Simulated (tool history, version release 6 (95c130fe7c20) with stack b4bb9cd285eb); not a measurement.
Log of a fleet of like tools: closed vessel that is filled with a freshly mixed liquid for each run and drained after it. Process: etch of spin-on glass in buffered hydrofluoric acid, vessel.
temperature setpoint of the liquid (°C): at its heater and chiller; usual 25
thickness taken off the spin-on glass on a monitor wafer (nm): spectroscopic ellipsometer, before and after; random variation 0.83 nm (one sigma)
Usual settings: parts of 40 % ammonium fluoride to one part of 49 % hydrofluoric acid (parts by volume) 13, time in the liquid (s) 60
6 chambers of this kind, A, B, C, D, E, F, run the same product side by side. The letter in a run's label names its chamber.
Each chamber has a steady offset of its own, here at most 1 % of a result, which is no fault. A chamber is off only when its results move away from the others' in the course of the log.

| run | day | temperature setpoint of the liquid (°C) | parts of 40 % ammonium fluoride to one part of 49 % hydrofluoric acid (parts by volume) | time in the liquid (s) | read-back film thickness of the spin-on glass reference wafer, read on the same gauge (nm) | thickness taken off the spin-on glass on a monitor wafer (nm) |
|---|---|---|---|---|---|---|
| 1C | 0.225 | 25 | 13 | 60 | 99.987 | 109.77 |
| 2F | 0.412 | 25 | 13 | 60 | 99.996 | 109.89 |
| 3E | 0.654 | 25 | 13 | 60 | 99.995 | 108.84 |
| 4A | 0.912 | 25 | 13 | 60 | 100 | 111.15 |
| 5D | 1.238 | 25 | 13 | 60 | 100.02 | 110.62 |
| 6B | 1.429 | 25 | 13 | 60 | 100 | 109.52 |
| 7E | 1.654 | 25 | 13 | 60 | 100.01 | 110.04 |
| 8A | 1.933 | 25 | 13 | 60 | 99.991 | 109.46 |
| 9C | 2.288 | 25 | 13 | 60 | 99.992 | 110.13 |
| 10B | 2.654 | 25 | 13 | 60 | 100 | 109.63 |
| 11D | 3 | 28.5 | 13 | 45 | 99.992 | 99.394 |
| 12F | 3.275 | 28.5 | 13 | 45 | 99.995 | 98.468 |
| 13A | 3.483 | 28.5 | 13 | 45 | 99.99 | 99.701 |
| 14B | 3.733 | 28.5 | 13 | 45 | 99.997 | 99.26 |
| 15E | 4.042 | 28.5 | 13 | 45 | 99.994 | 98.732 |
| 16D | 4.25 | 28.5 | 13 | 45 | 100 | 99.37 |
| 17F | 4.525 | 25 | 16 | 60 | 100 | 89.187 |
| 18C | 4.788 | 25 | 16 | 60 | 99.983 | 88.357 |
| 19E | 5.142 | 25 | 16 | 60 | 100.01 | 89.77 |
| 20B | 5.367 | 25 | 16 | 60 | 100.01 | 89.471 |
| 21F | 5.654 | 25 | 16 | 60 | 99.993 | 88.4 |
|  | 5.762 | chamber D: hydrofluoric acid flow meter replaced |
| 22C | 5.825 | 25 | 16 | 60 | 100.01 | 89.916 |
| 23D | 6.121 | 25 | 13 | 60 | 99.992 | 107.99 |
| 24A | 6.354 | 25 | 13 | 60 | 100 | 109.21 |
| 25F | 6.692 | 25 | 13 | 60 | 100.01 | 111.78 |
| 26E | 6.875 | 25 | 13 | 60 | 100.01 | 109.35 |
| 27D | 7.246 | 25 | 13 | 60 | 100.01 | 105.25 |
| 28C | 7.417 | 25 | 15 | 45 | 99.995 | 71.197 |
| 29A | 7.583 | 25 | 15 | 45 | 100 | 72.847 |
| 30B | 7.875 | 25 | 15 | 45 | 100.01 | 71.237 |
| 31B | 8.154 | 25 | 15 | 45 | 100.01 | 70.467 |
| 32F | 8.504 | 25 | 15 | 45 | 100 | 72.157 |
| 33E | 8.871 | 25 | 15 | 45 | 100.01 | 71.07 |
| 34C | 9.142 | 25 | 13 | 60 | 99.982 | 108.58 |
| 35A | 9.45 | 25 | 13 | 60 | 99.983 | 110.53 |
| 36D | 9.746 | 25 | 13 | 60 | 99.996 | 98.922 |
| 37D | 10.079 | 25 | 13 | 60 | 100.01 | 98.807 |
| 38A | 10.388 | 25 | 13 | 60 | 99.988 | 109.69 |
| 39E | 10.638 | 25 | 13 | 60 | 100.03 | 108.97 |

What goes on in this fleet: one chamber off, a drifting gauge, or nothing beyond the chambers' own small offsets? Name the chamber and the cause, if any.

Chamber D drifts away from the others.
Cause: liquid colder than its thermometer reads (K) = 2.02.

Here are 4 candidates for chamber D's next run, each the usual settings with a change, their results left as question marks. Which one brings its results back in line with what the others give on the usual settings?
In line means no further than this from the other chambers' mean on the usual settings: thickness taken off the spin-on glass on a monitor wafer (nm) 2.9
| 40D-1 | 10.904 | 25 | 11.5 | 60 |  | ? |
| 40D-2 | 10.904 | 25 | 13.5 | 60 |  | ? |
| 40D-3 | 10.904 | 25 | 12.5 | 60 |  | ? |
| 40D-4 | 10.904 | 23 | 13 | 60 |  | ? |

The other chambers' mean on the usual settings: thickness taken off the spin-on glass on a monitor wafer (nm) 109.68
| run | thickness taken off the spin-on glass on a monitor wafer (nm) |
|---|---|
| 40D-1 | 110.38 |
| 40D-2 | 94.108 |
| 40D-3 | 101.6 |
| 40D-4 | 87.382 |
40D-1 brings the chamber back in line.

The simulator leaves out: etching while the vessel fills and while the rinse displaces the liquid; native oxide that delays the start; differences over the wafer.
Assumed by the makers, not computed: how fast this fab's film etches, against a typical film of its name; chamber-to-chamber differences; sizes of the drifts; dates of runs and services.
